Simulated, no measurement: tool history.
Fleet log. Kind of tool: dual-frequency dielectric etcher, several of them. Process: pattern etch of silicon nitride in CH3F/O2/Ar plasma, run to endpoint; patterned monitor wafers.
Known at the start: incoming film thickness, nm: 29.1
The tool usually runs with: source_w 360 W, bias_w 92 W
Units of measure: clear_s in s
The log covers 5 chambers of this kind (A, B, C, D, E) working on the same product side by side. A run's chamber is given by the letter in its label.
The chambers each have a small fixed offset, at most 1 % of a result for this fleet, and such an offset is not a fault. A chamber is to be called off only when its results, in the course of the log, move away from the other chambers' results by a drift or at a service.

run,hour,source_w,bias_w,clear_s
1B,13.7,360,92,40.35
2E,24.6,360,92,40.337
3D,33,360,92,39.656
# hour 40: chamber D: bias power generator calibrated
4C,45.3,360,92,40.679
5A,57.1,360,92,40.506
# hour 65.4: chamber D: wet clean of the chamber
6E,68.6,360,92,40.106
7C,77.9,360,92,40.638
8D,89.3,360,92,39.93
9B,97.6,360,92,40.468
10A,108.5,360,92,40.695
# hour 109.2: chamber A: wet clean of the chamber
11C,120.2,410,79,40.736
12B,131.2,410,79,40.766
# hour 136.9: chamber E: wet clean of the chamber
# hour 140.4: chamber C: wet clean of the chamber
13A,142.3,410,79,41.108
14E,152.7,410,79,40.269
15D,163.5,410,79,40.339
16C,173.8,420,77,42.648
17D,181.9,420,77,39.722
18A,196,420,77,40.955
# hour 196.1: chamber E: bias power generator calibrated
# hour 199.6: chamber C: source power generator calibrated
19E,211.5,420,77,40.636
20B,226.2,420,77,41.024
21B,238.4,360,92,40.423
22A,251.7,360,92,40.351
# hour 253.4: chamber B: wet clean of the chamber
23C,267.8,360,92,42.042
24E,280.6,360,114,37.043
25D,289.8,360,114,36.645
26E,300.4,360,114,37.171
27D,313.9,360,114,36.954
28B,323.6,360,114,37.27
29C,339.4,360,92,42.449
30A,350.8,360,92,40.819
31C,365.3,360,92,42.711
32A,374,360,92,40.82
33E,388.1,360,92,40.575
34B,399.4,360,92,40.648
35D,410.2,360,92,39.536
36E,421.5,360,92,40.295

Decide between three cases: one chamber stands off from its peers, the gauge reading all wafers drifts, or nothing is wrong past each chamber's small offset. Where a chamber is off, say which and what most likely put it there.

A service left chamber C off against the others.
Likeliest cause: etch rate under this chamber's usual, % = 4.06.

Below are 4 candidate recipes for chamber C's next run, each the usual settings with a change, their results shown as question marks. Which of them brings C's results back in line with what the other chambers give on the usual settings?
Counts as in line when no further than this from what the other chambers average on the usual settings: clear_s 0.79 s
37C-1,433.1,320,82,?
37C-2,433.1,380,98,?
37C-3,433.1,400,102,?
37C-4,433.1,340,86,?

On the usual settings, the other chambers give on average: clear_s 40.315 s
run,clear_s
37C-1,45.885
37C-2,40.272
37C-3,38.92
37C-4,44.069
The right change is 37C-2: it brings the chamber back within the allowed miss of the others.
